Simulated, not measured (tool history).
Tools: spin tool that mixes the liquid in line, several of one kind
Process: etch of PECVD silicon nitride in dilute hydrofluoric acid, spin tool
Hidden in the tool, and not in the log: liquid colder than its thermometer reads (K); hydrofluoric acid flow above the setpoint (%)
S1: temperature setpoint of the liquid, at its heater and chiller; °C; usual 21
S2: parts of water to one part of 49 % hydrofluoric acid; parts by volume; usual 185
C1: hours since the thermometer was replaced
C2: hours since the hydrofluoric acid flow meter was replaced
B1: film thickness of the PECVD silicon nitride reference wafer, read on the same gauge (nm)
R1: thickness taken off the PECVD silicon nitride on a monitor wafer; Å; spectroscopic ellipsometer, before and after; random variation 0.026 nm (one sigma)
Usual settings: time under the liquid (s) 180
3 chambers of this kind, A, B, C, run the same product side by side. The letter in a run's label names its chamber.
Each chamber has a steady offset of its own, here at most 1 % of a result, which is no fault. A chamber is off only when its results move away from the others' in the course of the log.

run 1A day=0.146 | S1=21 S2=185 time_under_the_liquid_(s)=180 | C1=101.7 C2=140.1 | B1=140.01 | R1=27.880
run 2C day=0.283 | S1=21 S2=185 time_under_the_liquid_(s)=180 | C1=2454.5 C2=251.4 | B1=139.99 | R1=27.908
run 3B day=0.508 | S1=21 S2=185 time_under_the_liquid_(s)=180 | C1=1960.1 C2=720.4 | B1=139.98 | R1=27.369
run 4B day=0.708 | S1=21 S2=185 time_under_the_liquid_(s)=180 | C1=1964.9 C2=725.2 | B1=139.99 | R1=27.680
run 5C day=0.867 | S1=21 S2=185 time_under_the_liquid_(s)=180 | C1=2468.5 C2=265.4 | B1=140.01 | R1=27.999
run 6A day=0.996 | S1=21 S2=185 time_under_the_liquid_(s)=180 | C1=122.1 C2=160.5 | B1=140.00 | R1=27.681
run 7A day=1.221 | S1=21 S2=185 time_under_the_liquid_(s)=180 | C1=127.5 C2=165.9 | B1=140.01 | R1=27.710
run 8B day=1.375 | S1=21 S2=185 time_under_the_liquid_(s)=180 | C1=1980.9 C2=741.2 | B1=139.99 | R1=27.806
run 9C day=1.479 | S1=21 S2=185 time_under_the_liquid_(s)=180 | C1=2483.2 C2=280.1 | B1=140.05 | R1=27.352
run 10A day=1.588 | S1=21 S2=185 time_under_the_liquid_(s)=180 | C1=136.3 C2=174.7 | B1=139.99 | R1=27.573
run 11C day=1.742 | S1=21 S2=185 time_under_the_liquid_(s)=180 | C1=2489.5 C2=286.4 | B1=139.97 | R1=27.478
run 12B day=1.867 | S1=21 S2=185 time_under_the_liquid_(s)=180 | C1=1992.7 C2=753.0 | B1=140.01 | R1=27.273
run 13A day=1.967 | S1=21 S2=185 time_under_the_liquid_(s)=180 | C1=145.4 C2=183.8 | B1=139.98 | R1=27.983
run 14B day=2.071 | S1=21 S2=185 time_under_the_liquid_(s)=180 | C1=1997.6 C2=757.9 | B1=140.00 | R1=27.324
run 15C day=2.175 | S1=17 S2=185 time_under_the_liquid_(s)=235 | C1=2499.9 C2=296.8 | B1=139.99 | R1=27.325
run 16C day=2.308 | S1=17 S2=185 time_under_the_liquid_(s)=235 | C1=2503.1 C2=300.0 | B1=139.98 | R1=27.399
run 17A day=2.500 | S1=17 S2=185 time_under_the_liquid_(s)=235 | C1=158.2 C2=196.6 | B1=139.98 | R1=27.709
run 18B day=2.604 | S1=21 S2=185 time_under_the_liquid_(s)=180 | C1=2010.4 C2=770.7 | B1=139.98 | R1=27.753
run 19A day=2.758 | S1=21 S2=185 time_under_the_liquid_(s)=180 | C1=164.4 C2=202.8 | B1=140.02 | R1=27.946
run 20C day=2.904 | S1=21 S2=185 time_under_the_liquid_(s)=180 | C1=2517.4 C2=314.3 | B1=139.97 | R1=27.611
run 21B day=3.121 | S1=21 S2=185 time_under_the_liquid_(s)=180 | C1=2022.8 C2=783.1 | B1=140.03 | R1=27.807
run 22C day=3.279 | S1=21 S2=185 time_under_the_liquid_(s)=180 | C1=2526.4 C2=323.3 | B1=140.01 | R1=27.270
run 23A day=3.421 | S1=21 S2=185 time_under_the_liquid_(s)=180 | C1=180.3 C2=218.7 | B1=139.99 | R1=27.322
run 24B day=3.550 | S1=21 S2=185 time_under_the_liquid_(s)=180 | C1=2033.1 C2=793.4 | B1=140.00 | R1=27.432
run 25A day=3.696 | S1=21 S2=185 time_under_the_liquid_(s)=180 | C1=186.9 C2=225.3 | B1=140.03 | R1=27.899
run 26B day=3.879 | S1=21 S2=185 time_under_the_liquid_(s)=180 | C1=2041.0 C2=801.3 | B1=139.98 | R1=27.603
run 27C day=4.054 | S1=21 S2=185 time_under_the_liquid_(s)=180 | C1=2545.0 C2=341.9 | B1=139.99 | R1=27.425
run 28C day=4.183 | S1=21 S2=185 time_under_the_liquid_(s)=180 | C1=2548.1 C2=345.0 | B1=139.99 | R1=26.930
run 29B day=4.379 | S1=21 S2=185 time_under_the_liquid_(s)=180 | C1=2053.0 C2=813.3 | B1=139.99 | R1=27.663
run 30A day=4.496 | S1=21 S2=185 time_under_the_liquid_(s)=180 | C1=206.1 C2=244.5 | B1=139.99 | R1=28.229
run 31B day=4.675 | S1=21 S2=115 time_under_the_liquid_(s)=180 | C1=2060.1 C2=820.4 | B1=139.99 | R1=43.106
run 32A day=4.867 | S1=21 S2=115 time_under_the_liquid_(s)=180 | C1=215.0 C2=253.4 | B1=139.98 | R1=44.347
run 33C day=5.012 | S1=21 S2=115 time_under_the_liquid_(s)=180 | C1=2568.0 C2=364.9 | B1=139.97 | R1=43.637
run 34C day=5.208 | S1=21 S2=185 time_under_the_liquid_(s)=180 | C1=2572.7 C2=369.6 | B1=140.04 | R1=27.548
run 35A day=5.421 | S1=21 S2=185 time_under_the_liquid_(s)=180 | C1=228.3 C2=266.7 | B1=140.02 | R1=27.973
run 36B day=5.575 | S1=21 S2=185 time_under_the_liquid_(s)=180 | C1=2081.7 C2=842.0 | B1=140.03 | R1=27.384
run 37A day=5.788 | S1=21 S2=185 time_under_the_liquid_(s)=180 | C1=237.1 C2=275.5 | B1=140.01 | R1=27.846
run 38B day=5.971 | S1=21 S2=185 time_under_the_liquid_(s)=180 | C1=2091.2 C2=851.5 | B1=139.99 | R1=27.868
run 39C day=6.117 | S1=21 S2=185 time_under_the_liquid_(s)=180 | C1=2594.5 C2=391.4 | B1=140.04 | R1=27.353
run 40C day=6.250 | S1=21 S2=185 time_under_the_liquid_(s)=85 | C1=2597.7 C2=394.6 | B1=140.04 | R1=12.973

Is one chamber off against the others, does the gauge drift, or is nothing wrong? If a chamber is off, say which, and what the likeliest cause is.

No chamber stands off beyond its own small offset, and the gauge holds steady.
